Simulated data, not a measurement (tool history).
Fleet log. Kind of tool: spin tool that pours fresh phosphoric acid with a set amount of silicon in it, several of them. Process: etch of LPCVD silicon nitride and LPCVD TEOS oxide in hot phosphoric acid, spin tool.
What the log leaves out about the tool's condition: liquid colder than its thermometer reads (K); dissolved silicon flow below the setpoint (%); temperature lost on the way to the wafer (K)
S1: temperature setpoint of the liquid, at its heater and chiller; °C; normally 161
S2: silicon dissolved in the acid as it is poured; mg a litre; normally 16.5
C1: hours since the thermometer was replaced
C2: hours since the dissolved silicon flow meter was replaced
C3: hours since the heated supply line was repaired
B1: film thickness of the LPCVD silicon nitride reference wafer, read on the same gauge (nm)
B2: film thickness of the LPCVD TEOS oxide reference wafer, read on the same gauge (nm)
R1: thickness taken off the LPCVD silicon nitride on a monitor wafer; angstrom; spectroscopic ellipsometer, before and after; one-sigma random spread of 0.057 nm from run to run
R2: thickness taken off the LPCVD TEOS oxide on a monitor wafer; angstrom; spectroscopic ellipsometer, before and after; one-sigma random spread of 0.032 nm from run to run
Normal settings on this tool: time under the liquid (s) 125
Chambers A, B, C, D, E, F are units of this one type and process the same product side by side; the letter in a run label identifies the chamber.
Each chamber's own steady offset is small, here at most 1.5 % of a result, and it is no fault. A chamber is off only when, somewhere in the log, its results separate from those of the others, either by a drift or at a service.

Run 1C, hour 4.8: usual settings; C1 2094.1; C2 2332; C3 2635.1; B1 80.01; B2 50.018. Result: R1 121.06 angstrom, R2 3.1541 angstrom.
Run 2B, hour 10.3: usual settings; C1 835.1; C2 1164.7; C3 362.2; B1 79.994; B2 49.981. Result: R1 122.53 angstrom, R2 3.3617 angstrom.
Run 3A, hour 16.2: usual settings; C1 79; C2 1875.1; C3 112.8; B1 80.015; B2 50. Result: R1 120.83 angstrom, R2 3.1618 angstrom.
Run 4F, hour 19.4: usual settings; C1 129; C2 380.7; C3 379.8; B1 80.007; B2 50.016. Result: R1 121.26 angstrom, R2 3.6385 angstrom.
Run 5D, hour 25.4: usual settings; C1 568; C2 1009.8; C3 351.2; B1 79.993; B2 49.968. Result: R1 121.59 angstrom, R2 3.0639 angstrom.
Run 6E, hour 30.8: usual settings but time under the liquid (s) 170; C1 1165.7; C2 210.8; C3 303.5; B1 79.982; B2 50.002. Result: R1 164.68 angstrom, R2 4.6652 angstrom.
Run 7E, hour 35.6: usual settings but time under the liquid (s) 170; C1 1170.5; C2 215.6; C3 308.3; B1 79.992; B2 49.976. Result: R1 165.76 angstrom, R2 4.7501 angstrom.
Run 8A, hour 41.3: usual settings but time under the liquid (s) 170; C1 104.1; C2 1900.2; C3 137.9; B1 79.996; B2 49.989. Result: R1 163.22 angstrom, R2 4.6677 angstrom.
Run 9D, hour 47.5: usual settings but time under the liquid (s) 170; C1 590.1; C2 1031.9; C3 373.3; B1 80.002; B2 49.995. Result: R1 163.57 angstrom, R2 4.4526 angstrom.
Run 10B, hour 53.7: usual settings but time under the liquid (s) 170; C1 878.5; C2 1208.1; C3 405.6; B1 80.019; B2 49.967. Result: R1 166.75 angstrom, R2 3.9962 angstrom.
Run 11F, hour 58.6: usual settings but time under the liquid (s) 170; C1 168.2; C2 419.9; C3 419; B1 79.998; B2 50.05. Result: R1 164.33 angstrom, R2 4.5444 angstrom.
Run 12C, hour 63.5: usual settings but S1 163.5 °C, time under the liquid (s) 160; C1 2152.8; C2 2390.7; C3 2693.8; B1 79.984; B2 50.003. Result: R1 168.61 angstrom, R2 5.6815 angstrom.
Run 13F, hour 68.9: usual settings but S1 163.5 °C, time under the liquid (s) 160; C1 178.5; C2 430.2; C3 429.3; B1 79.998; B2 50.024. Result: R1 170.26 angstrom, R2 4.5854 angstrom.
Run 14D, hour 73.8: usual settings but S1 163.5 °C, time under the liquid (s) 160; C1 616.4; C2 1058.2; C3 399.6; B1 79.975; B2 50.011. Result: R1 169.03 angstrom, R2 5.3166 angstrom.
Run 15A, hour 77.5: usual settings but S1 163.5 °C, time under the liquid (s) 160; C1 140.3; C2 1936.4; C3 174.1; B1 79.979; B2 49.972. Result: R1 167.16 angstrom, R2 5.0779 angstrom.
Run 16E, hour 83.8: usual settings but S1 163.5 °C, time under the liquid (s) 160; C1 1218.7; C2 263.8; C3 356.5; B1 79.983; B2 50.032. Result: R1 170.27 angstrom, R2 5.1246 angstrom.
Run 17C, hour 87.7: usual settings but S1 163.5 °C, time under the liquid (s) 160; C1 2177; C2 2414.9; C3 2718; B1 80; B2 49.973. Result: R1 169.6 angstrom, R2 4.8912 angstrom.
At hour 88.9: chamber C: dissolved silicon flow meter replaced.
Run 18B, hour 94: usual settings; C1 918.8; C2 1248.4; C3 445.9; B1 79.987; B2 50.007. Result: R1 122.74 angstrom, R2 3.2223 angstrom.
Run 19C, hour 97.1: usual settings; C1 2186.4; C2 8.2; C3 2727.4; B1 80.007; B2 50.023. Result: R1 121.1 angstrom, R2 2.8565 angstrom.
Run 20D, hour 102.9: usual settings; C1 645.5; C2 1087.3; C3 428.7; B1 79.998; B2 50.014. Result: R1 121.02 angstrom, R2 3.1473 angstrom.
Run 21A, hour 106.4: usual settings but S1 163 °C, S2 12 mg a litre; C1 169.2; C2 1965.3; C3 203; B1 80.001; B2 49.979. Result: R1 128.09 angstrom, R2 4.2777 angstrom.
Run 22F, hour 112.2: usual settings but S1 163 °C, S2 12 mg a litre; C1 221.8; C2 473.5; C3 472.6; B1 79.966; B2 49.994. Result: R1 129.67 angstrom, R2 3.5467 angstrom.
Run 23E, hour 116.7: usual settings but S1 163 °C, S2 12 mg a litre; C1 1251.6; C2 296.7; C3 389.4; B1 80.008; B2 50.031. Result: R1 130.16 angstrom, R2 4.1817 angstrom.
Run 24B, hour 121.6: usual settings but S1 163 °C, S2 12 mg a litre; C1 946.4; C2 1276; C3 473.5; B1 79.989; B2 49.966. Result: R1 129.76 angstrom, R2 3.852 angstrom.
Run 25B, hour 125.3: usual settings but S1 163 °C, S2 12 mg a litre; C1 950.1; C2 1279.7; C3 477.2; B1 79.98; B2 50.017. Result: R1 129.66 angstrom, R2 4.0427 angstrom.
Run 26D, hour 128.5: usual settings but S1 163 °C, S2 12 mg a litre; C1 671.1; C2 1112.9; C3 454.3; B1 80.003; B2 49.964. Result: R1 128.94 angstrom, R2 4.2286 angstrom.
At hour 129.4: chamber A: dissolved silicon flow meter replaced.
Run 27C, hour 131.9: usual settings; C1 2221.2; C2 43; C3 2762.2; B1 80.017; B2 50.01. Result: R1 122.62 angstrom, R2 3.3899 angstrom.
Run 28E, hour 136.6: usual settings; C1 1271.5; C2 316.6; C3 409.3; B1 79.99; B2 49.991. Result: R1 121.75 angstrom, R2 3.1344 angstrom.
Run 29F, hour 141.6: usual settings but S1 159.5 °C, S2 6.5 mg a litre; C1 251.2; C2 502.9; C3 502; B1 80.01; B2 50.012. Result: R1 114.98 angstrom, R2 3.4177 angstrom.
Run 30A, hour 145.1: usual settings but S1 159.5 °C, S2 6.5 mg a litre; C1 207.9; C2 15.8; C3 241.7; B1 80.007; B2 50.008. Result: R1 113.76 angstrom, R2 3.4852 angstrom.
Run 31E, hour 148.1: usual settings but S1 159.5 °C, S2 6.5 mg a litre; C1 1283; C2 328.1; C3 420.8; B1 79.998; B2 50.007. Result: R1 115.54 angstrom, R2 4.1127 angstrom.
Run 32D, hour 153.5: usual settings but S1 159.5 °C, S2 6.5 mg a litre; C1 696.1; C2 1137.9; C3 479.3; B1 79.998; B2 49.992. Result: R1 115.39 angstrom, R2 3.0071 angstrom.
Run 33F, hour 157.4: usual settings but S1 159.5 °C, S2 6.5 mg a litre; C1 267; C2 518.7; C3 517.8; B1 79.999; B2 50.015. Result: R1 115.29 angstrom, R2 3.597 angstrom.
Run 34B, hour 160.9: usual settings but S1 159.5 °C, S2 6.5 mg a litre; C1 985.7; C2 1315.3; C3 512.8; B1 79.991; B2 49.997. Result: R1 116.66 angstrom, R2 3.8814 angstrom.
Run 35C, hour 167.2: usual settings; C1 2256.5; C2 78.3; C3 2797.5; B1 80.014; B2 50.023. Result: R1 121.36 angstrom, R2 2.9731 angstrom.
Run 36A, hour 171.5: usual settings; C1 234.3; C2 42.2; C3 268.1; B1 79.997; B2 49.99. Result: R1 118.8 angstrom, R2 3.468 angstrom.
Run 37A, hour 176.7: usual settings; C1 239.5; C2 47.4; C3 273.3; B1 79.968; B2 50.001. Result: R1 119.16 angstrom, R2 3.0276 angstrom.
Run 38D, hour 181.3: usual settings; C1 723.9; C2 1165.7; C3 507.1; B1 79.996; B2 50.045. Result: R1 121.74 angstrom, R2 2.7186 angstrom.
Run 39F, hour 184.7: usual settings; C1 294.3; C2 546; C3 545.1; B1 79.992; B2 49.995. Result: R1 121.81 angstrom, R2 3.5087 angstrom.

The same settings go to every chamber for the next run, one line per chamber below. Forecast the results for each:
Run 40A, hour 189.3: usual settings but time under the liquid (s) 80. Result: R1 ?, R2 ?.
Run 40B, hour 189.3: usual settings but time under the liquid (s) 80. Result: R1 ?, R2 ?.
Run 40C, hour 189.3: usual settings but time under the liquid (s) 80. Result: R1 ?, R2 ?.
Run 40D, hour 189.3: usual settings but time under the liquid (s) 80. Result: R1 ?, R2 ?.
Run 40E, hour 189.3: usual settings but time under the liquid (s) 80. Result: R1 ?, R2 ?.
Run 40F, hour 189.3: usual settings but time under the liquid (s) 80. Result: R1 ?, R2 ?.

run      R1      R2
40A  76.885  1.8448
40B  77.869  1.9537
40C  78.332  1.9157
40D  77.635   1.921
40E  77.939  2.0336
40F  78.156   2.054

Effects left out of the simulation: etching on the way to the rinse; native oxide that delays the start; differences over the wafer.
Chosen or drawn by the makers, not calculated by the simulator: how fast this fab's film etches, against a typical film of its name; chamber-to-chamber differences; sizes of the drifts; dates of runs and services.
